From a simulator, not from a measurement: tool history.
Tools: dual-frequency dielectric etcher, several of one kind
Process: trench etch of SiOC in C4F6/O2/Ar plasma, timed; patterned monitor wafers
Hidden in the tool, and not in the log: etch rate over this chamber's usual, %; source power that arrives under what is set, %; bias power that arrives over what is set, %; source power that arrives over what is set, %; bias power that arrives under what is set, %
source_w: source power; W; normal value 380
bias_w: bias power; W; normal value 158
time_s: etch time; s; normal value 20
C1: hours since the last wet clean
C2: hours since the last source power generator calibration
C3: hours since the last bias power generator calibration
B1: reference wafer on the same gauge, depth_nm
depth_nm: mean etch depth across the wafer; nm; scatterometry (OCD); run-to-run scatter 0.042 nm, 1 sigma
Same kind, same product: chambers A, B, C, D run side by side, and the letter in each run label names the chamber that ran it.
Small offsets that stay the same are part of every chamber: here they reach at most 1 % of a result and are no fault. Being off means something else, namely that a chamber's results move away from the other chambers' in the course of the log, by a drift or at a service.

-- day=0.025 chamber A: source power generator calibrated
run 1D day=0.083 | source_w=380 bias_w=158 time_s=20 | C1=296.6 C2=867.8 C3=2494.7 | B1=33.29 | depth_nm=38.908
run 2C day=0.221 | source_w=380 bias_w=158 time_s=20 | C1=69.8 C2=1515.9 C3=2529.7 | B1=33.285 | depth_nm=39.01
run 3A day=0.317 | source_w=380 bias_w=158 time_s=20 | C1=273.9 C2=7 C3=518.6 | B1=33.285 | depth_nm=38.998
run 4B day=0.446 | source_w=380 bias_w=158 time_s=20 | C1=407.5 C2=4386.9 C3=402.5 | B1=33.287 | depth_nm=38.868
run 5C day=0.625 | source_w=380 bias_w=158 time_s=14.5 | C1=79.5 C2=1525.6 C3=2539.4 | B1=33.262 | depth_nm=28.285
run 6B day=0.762 | source_w=380 bias_w=158 time_s=14.5 | C1=415.1 C2=4394.5 C3=410.1 | B1=33.283 | depth_nm=28.108
run 7A day=0.879 | source_w=380 bias_w=158 time_s=14.5 | C1=287.4 C2=20.5 C3=532.1 | B1=33.268 | depth_nm=28.256
run 8D day=0.967 | source_w=380 bias_w=158 time_s=14.5 | C1=317.8 C2=889 C3=2515.9 | B1=33.257 | depth_nm=28.229
run 9C day=1.079 | source_w=380 bias_w=158 time_s=20 | C1=90.4 C2=1536.5 C3=2550.3 | B1=33.251 | depth_nm=38.955
run 10B day=1.2 | source_w=380 bias_w=158 time_s=20 | C1=425.6 C2=4405 C3=420.6 | B1=33.252 | depth_nm=38.888
run 11D day=1.317 | source_w=380 bias_w=158 time_s=20 | C1=326.2 C2=897.4 C3=2524.3 | B1=33.243 | depth_nm=38.778
run 12A day=1.433 | source_w=380 bias_w=158 time_s=20 | C1=300.7 C2=33.8 C3=545.4 | B1=33.248 | depth_nm=38.959
run 13A day=1.604 | source_w=380 bias_w=158 time_s=20 | C1=304.8 C2=37.9 C3=549.5 | B1=33.233 | depth_nm=38.973
run 14C day=1.708 | source_w=380 bias_w=158 time_s=20 | C1=105.5 C2=1551.6 C3=2565.4 | B1=33.225 | depth_nm=38.93
run 15B day=1.867 | source_w=380 bias_w=158 time_s=20 | C1=441.6 C2=4421 C3=436.6 | B1=33.234 | depth_nm=38.854
run 16D day=1.962 | source_w=380 bias_w=158 time_s=20 | C1=341.7 C2=912.9 C3=2539.8 | B1=33.223 | depth_nm=38.739
run 17B day=2.05 | source_w=380 bias_w=172 time_s=14.5 | C1=446 C2=4425.4 C3=441 | B1=33.224 | depth_nm=28.9
run 18D day=2.167 | source_w=380 bias_w=172 time_s=14.5 | C1=346.6 C2=917.8 C3=2544.7 | B1=33.225 | depth_nm=28.921
run 19C day=2.271 | source_w=380 bias_w=172 time_s=14.5 | C1=119 C2=1565.1 C3=2578.9 | B1=33.206 | depth_nm=29.035
run 20A day=2.388 | source_w=380 bias_w=172 time_s=14.5 | C1=323.6 C2=56.7 C3=568.3 | B1=33.219 | depth_nm=28.967
run 21A day=2.504 | source_w=380 bias_w=158 time_s=20 | C1=326.4 C2=59.5 C3=571.1 | B1=33.21 | depth_nm=38.893
run 22D day=2.592 | source_w=380 bias_w=158 time_s=20 | C1=356.8 C2=928 C3=2554.9 | B1=33.206 | depth_nm=38.802
-- day=2.596 chamber B: wet clean of the chamber
run 23B day=2.738 | source_w=380 bias_w=158 time_s=20 | C1=3.4 C2=4441.9 C3=457.5 | B1=33.192 | depth_nm=38.791
run 24C day=2.825 | source_w=380 bias_w=158 time_s=20 | C1=132.3 C2=1578.4 C3=2592.2 | B1=33.205 | depth_nm=38.912
run 25D day=2.962 | source_w=380 bias_w=158 time_s=23.5 | C1=365.7 C2=936.9 C3=2563.8 | B1=33.19 | depth_nm=45.499
-- day=3.05 chamber D: wet clean of the chamber
run 26C day=3.108 | source_w=380 bias_w=158 time_s=23.5 | C1=139.1 C2=1585.2 C3=2599 | B1=33.182 | depth_nm=45.669
run 27B day=3.217 | source_w=380 bias_w=158 time_s=23.5 | C1=14.9 C2=4453.4 C3=469 | B1=33.188 | depth_nm=45.567
run 28A day=3.379 | source_w=380 bias_w=158 time_s=23.5 | C1=347.4 C2=80.5 C3=592.1 | B1=33.179 | depth_nm=45.722
run 29A day=3.512 | source_w=380 bias_w=158 time_s=20 | C1=350.6 C2=83.7 C3=595.3 | B1=33.169 | depth_nm=38.784
run 30C day=3.662 | source_w=380 bias_w=158 time_s=20 | C1=152.4 C2=1598.5 C3=2612.3 | B1=33.162 | depth_nm=38.85
run 31B day=3.758 | source_w=380 bias_w=158 time_s=20 | C1=27.9 C2=4466.4 C3=482 | B1=33.155 | depth_nm=38.75
run 32D day=3.883 | source_w=380 bias_w=158 time_s=20 | C1=20.1 C2=959 C3=2585.9 | B1=33.155 | depth_nm=38.712

Next, every chamber runs the same settings. What will each give?
run 33A day=4.008 | source_w=380 bias_w=170 time_s=20 | depth_nm=?
run 33B day=4.008 | source_w=380 bias_w=170 time_s=20 | depth_nm=?
run 33C day=4.008 | source_w=380 bias_w=170 time_s=20 | depth_nm=?
run 33D day=4.008 | source_w=380 bias_w=170 time_s=20 | depth_nm=?

run=33A depth_nm=39.733
run=33B depth_nm=39.646
run=33C depth_nm=39.809
run=33D depth_nm=39.651

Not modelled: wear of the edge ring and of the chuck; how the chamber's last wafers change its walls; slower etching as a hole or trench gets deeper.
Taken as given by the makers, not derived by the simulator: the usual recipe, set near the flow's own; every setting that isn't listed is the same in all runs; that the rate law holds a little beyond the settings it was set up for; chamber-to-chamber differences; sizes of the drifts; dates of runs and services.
